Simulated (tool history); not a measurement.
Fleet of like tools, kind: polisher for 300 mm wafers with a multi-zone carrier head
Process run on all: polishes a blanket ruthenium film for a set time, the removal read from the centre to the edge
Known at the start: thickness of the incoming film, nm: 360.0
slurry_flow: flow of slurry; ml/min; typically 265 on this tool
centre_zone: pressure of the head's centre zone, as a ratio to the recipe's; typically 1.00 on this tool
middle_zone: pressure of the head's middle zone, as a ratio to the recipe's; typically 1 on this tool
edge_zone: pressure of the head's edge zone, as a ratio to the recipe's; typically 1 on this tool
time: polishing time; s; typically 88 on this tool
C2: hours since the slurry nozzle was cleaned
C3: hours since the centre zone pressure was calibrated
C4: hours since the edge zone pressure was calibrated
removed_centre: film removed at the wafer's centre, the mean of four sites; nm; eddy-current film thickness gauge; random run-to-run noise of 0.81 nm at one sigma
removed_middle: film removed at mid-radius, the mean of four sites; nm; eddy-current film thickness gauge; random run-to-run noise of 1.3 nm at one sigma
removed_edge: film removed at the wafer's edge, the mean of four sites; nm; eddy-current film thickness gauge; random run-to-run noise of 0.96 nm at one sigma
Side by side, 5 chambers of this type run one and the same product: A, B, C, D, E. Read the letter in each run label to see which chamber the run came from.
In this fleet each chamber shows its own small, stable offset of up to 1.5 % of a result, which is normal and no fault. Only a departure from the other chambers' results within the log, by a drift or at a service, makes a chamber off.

run 1D hour=9.2 | slurry_flow=265 centre_zone=1.00 middle_zone=1 edge_zone=1 time=88 | wafers_polished_on_this_pad=149 C2=600.5 C3=779.1 C4=395.5 | removed_centre=92.947 removed_middle=94.386 removed_edge=91.788
run 2E hour=15.1 | slurry_flow=265 centre_zone=1.00 middle_zone=1 edge_zone=1 time=88 | wafers_polished_on_this_pad=149 C2=352.1 C3=749.6 C4=206.6 | removed_centre=92.892 removed_middle=90.773 removed_edge=92.521
run 3C hour=23.7 | slurry_flow=265 centre_zone=1.00 middle_zone=1 edge_zone=1 time=88 | wafers_polished_on_this_pad=961 C2=248.9 C3=54.3 C4=166.8 | removed_centre=91.777 removed_middle=90.943 removed_edge=91.135
-- hour=24.2 chamber E: centre zone pressure recalibrated
run 4B hour=30.0 | slurry_flow=265 centre_zone=1.00 middle_zone=1 edge_zone=1 time=88 | wafers_polished_on_this_pad=582 C2=544.5 C3=546.3 C4=590.0 | removed_centre=91.498 removed_middle=92.026 removed_edge=91.556
run 5A hour=39.1 | slurry_flow=265 centre_zone=1.00 middle_zone=1 edge_zone=1 time=88 | wafers_polished_on_this_pad=831 C2=112.1 C3=695.4 C4=46.7 | removed_centre=92.079 removed_middle=92.031 removed_edge=95.152
run 6C hour=43.3 | slurry_flow=265 centre_zone=1.00 middle_zone=1 edge_zone=1 time=88 | wafers_polished_on_this_pad=1115 C2=268.5 C3=73.9 C4=186.4 | removed_centre=92.237 removed_middle=91.638 removed_edge=93.037
run 7D hour=48.4 | slurry_flow=265 centre_zone=1.00 middle_zone=1 edge_zone=1 time=88 | wafers_polished_on_this_pad=456 C2=639.7 C3=818.3 C4=434.7 | removed_centre=90.055 removed_middle=91.854 removed_edge=93.254
run 8A hour=52.7 | slurry_flow=265 centre_zone=1.00 middle_zone=1 edge_zone=1 time=88 | wafers_polished_on_this_pad=938 C2=125.7 C3=709.0 C4=60.3 | removed_centre=91.655 removed_middle=92.772 removed_edge=94.364
-- hour=56.0 chamber A: worn pad replaced by a new one
run 9E hour=58.6 | slurry_flow=265 centre_zone=1.00 middle_zone=1 edge_zone=1 time=88 | wafers_polished_on_this_pad=490 C2=395.6 C3=34.4 C4=250.1 | removed_centre=91.841 removed_middle=92.632 removed_edge=91.749
run 10B hour=63.1 | slurry_flow=265 centre_zone=1.00 middle_zone=1 edge_zone=1 time=88 | wafers_polished_on_this_pad=841 C2=577.6 C3=579.4 C4=623.1 | removed_centre=91.184 removed_middle=92.281 removed_edge=89.510
run 11B hour=68.3 | slurry_flow=265 centre_zone=1.00 middle_zone=1 edge_zone=1 time=88 | wafers_polished_on_this_pad=882 C2=582.8 C3=584.6 C4=628.3 | removed_centre=92.792 removed_middle=90.872 removed_edge=90.487
-- hour=71.0 chamber C: worn pad replaced by a new one
-- hour=74.0 chamber E: worn pad replaced by a new one
run 12E hour=74.3 | slurry_flow=355 centre_zone=1.00 middle_zone=1 edge_zone=1 time=116 | wafers_polished_on_this_pad=2 C2=411.3 C3=50.1 C4=265.8 | removed_centre=125.320 removed_middle=122.780 removed_edge=124.300
-- hour=76.3 chamber D: worn pad replaced by a new one
run 13C hour=80.0 | slurry_flow=355 centre_zone=1.00 middle_zone=1 edge_zone=1 time=116 | wafers_polished_on_this_pad=71 C2=305.2 C3=110.6 C4=223.1 | removed_centre=124.050 removed_middle=124.350 removed_edge=124.140
run 14A hour=85.8 | slurry_flow=355 centre_zone=1.00 middle_zone=1 edge_zone=1 time=116 | wafers_polished_on_this_pad=233 C2=158.8 C3=742.1 C4=93.4 | removed_centre=125.150 removed_middle=124.200 removed_edge=124.350
run 15D hour=91.8 | slurry_flow=355 centre_zone=1.00 middle_zone=1 edge_zone=1 time=116 | wafers_polished_on_this_pad=121 C2=683.1 C3=861.7 C4=478.1 | removed_centre=122.230 removed_middle=126.260 removed_edge=126.800
run 16E hour=100.5 | slurry_flow=355 centre_zone=1.00 middle_zone=1 edge_zone=1 time=116 | wafers_polished_on_this_pad=208 C2=437.5 C3=76.3 C4=292.0 | removed_centre=122.420 removed_middle=125.870 removed_edge=124.560
run 17C hour=105.6 | slurry_flow=265 centre_zone=1.00 middle_zone=1 edge_zone=1 time=88 | wafers_polished_on_this_pad=271 C2=330.8 C3=136.2 C4=248.7 | removed_centre=91.201 removed_middle=93.125 removed_edge=93.935
-- hour=109.8 chamber D: slurry nozzle cleaned
run 18B hour=114.5 | slurry_flow=265 centre_zone=1.00 middle_zone=1 edge_zone=1 time=88 | wafers_polished_on_this_pad=1244 C2=629.0 C3=630.8 C4=674.5 | removed_centre=92.185 removed_middle=93.163 removed_edge=91.136
run 19D hour=119.1 | slurry_flow=265 centre_zone=0.95 middle_zone=1 edge_zone=1 time=76 | wafers_polished_on_this_pad=335 C2=9.3 C3=889.0 C4=505.4 | removed_centre=75.070 removed_middle=80.318 removed_edge=78.176
run 20A hour=123.6 | slurry_flow=265 centre_zone=0.95 middle_zone=1 edge_zone=1 time=76 | wafers_polished_on_this_pad=530 C2=196.6 C3=779.9 C4=131.2 | removed_centre=75.553 removed_middle=79.706 removed_edge=79.110
run 21B hour=133.0 | slurry_flow=265 centre_zone=0.95 middle_zone=1 edge_zone=1 time=76 | wafers_polished_on_this_pad=1389 C2=647.5 C3=649.3 C4=693.0 | removed_centre=75.287 removed_middle=81.419 removed_edge=79.210
-- hour=137.0 chamber B: worn pad replaced by a new one
run 22C hour=141.1 | slurry_flow=265 centre_zone=0.95 middle_zone=1 edge_zone=1 time=76 | wafers_polished_on_this_pad=550 C2=366.3 C3=171.7 C4=284.2 | removed_centre=75.002 removed_middle=78.169 removed_edge=79.359
run 23D hour=145.4 | slurry_flow=265 centre_zone=0.95 middle_zone=1 edge_zone=1 time=76 | wafers_polished_on_this_pad=541 C2=35.6 C3=915.3 C4=531.7 | removed_centre=75.409 removed_middle=80.039 removed_edge=79.452
-- hour=147.3 chamber E: slurry nozzle cleaned
-- hour=151.2 chamber E: worn pad replaced by a new one
run 24E hour=153.9 | slurry_flow=265 centre_zone=1.00 middle_zone=1 edge_zone=1 time=88 | wafers_polished_on_this_pad=21 C2=6.6 C3=129.7 C4=345.4 | removed_centre=91.115 removed_middle=92.384 removed_edge=90.184
run 25A hour=163.3 | slurry_flow=265 centre_zone=1.00 middle_zone=1 edge_zone=1 time=88 | wafers_polished_on_this_pad=841 C2=236.3 C3=819.6 C4=170.9 | removed_centre=92.518 removed_middle=90.001 removed_edge=93.607
-- hour=166.3 chamber A: worn pad replaced by a new one
run 26C hour=171.2 | slurry_flow=265 centre_zone=1.00 middle_zone=1 edge_zone=1 time=88 | wafers_polished_on_this_pad=786 C2=396.4 C3=201.8 C4=314.3 | removed_centre=90.246 removed_middle=91.068 removed_edge=92.640
-- hour=180.3 chamber D: worn pad replaced by a new one
run 27E hour=180.7 | slurry_flow=265 centre_zone=1.00 middle_zone=1 edge_zone=1 time=88 | wafers_polished_on_this_pad=231 C2=33.4 C3=156.5 C4=372.2 | removed_centre=91.715 removed_middle=90.801 removed_edge=90.566
run 28D hour=187.5 | slurry_flow=265 centre_zone=1.00 middle_zone=1 edge_zone=1 time=88 | wafers_polished_on_this_pad=56 C2=77.7 C3=957.4 C4=573.8 | removed_centre=90.588 removed_middle=92.418 removed_edge=92.134
run 29A hour=194.1 | slurry_flow=265 centre_zone=1.00 middle_zone=1 edge_zone=1 time=88 | wafers_polished_on_this_pad=218 C2=267.1 C3=850.4 C4=201.7 | removed_centre=92.431 removed_middle=93.079 removed_edge=92.377
run 30B hour=199.5 | slurry_flow=265 centre_zone=1.00 middle_zone=1 edge_zone=1 time=76 | wafers_polished_on_this_pad=490 C2=714.0 C3=715.8 C4=759.5 | removed_centre=79.201 removed_middle=81.074 removed_edge=79.351
run 31E hour=208.8 | slurry_flow=265 centre_zone=1.00 middle_zone=1 edge_zone=1 time=76 | wafers_polished_on_this_pad=452 C2=61.5 C3=184.6 C4=400.3 | removed_centre=79.786 removed_middle=78.890 removed_edge=79.330
run 32B hour=217.8 | slurry_flow=265 centre_zone=1.00 middle_zone=1 edge_zone=1 time=76 | wafers_polished_on_this_pad=633 C2=732.3 C3=734.1 C4=777.8 | removed_centre=80.239 removed_middle=80.046 removed_edge=78.369
run 33C hour=223.4 | slurry_flow=265 centre_zone=1.00 middle_zone=1 edge_zone=1 time=76 | wafers_polished_on_this_pad=1195 C2=448.6 C3=254.0 C4=366.5 | removed_centre=79.161 removed_middle=77.125 removed_edge=79.693
run 34A hour=229.7 | slurry_flow=265 centre_zone=1.00 middle_zone=1 edge_zone=1 time=76 | wafers_polished_on_this_pad=497 C2=302.7 C3=886.0 C4=237.3 | removed_centre=79.628 removed_middle=79.809 removed_edge=80.986
run 35D hour=235.8 | slurry_flow=265 centre_zone=1.00 middle_zone=1 edge_zone=1 time=88 | wafers_polished_on_this_pad=435 C2=126.0 C3=1005.7 C4=622.1 | removed_centre=91.122 removed_middle=93.792 removed_edge=92.646

Decide between three cases: one chamber stands off from its peers, the gauge reading all wafers drifts, or nothing is wrong past each chamber's small offset. Where a chamber is off, say which and what most likely put it there.

Nothing is wrong: each chamber keeps only its own small, steady offset and the gauge holds still.
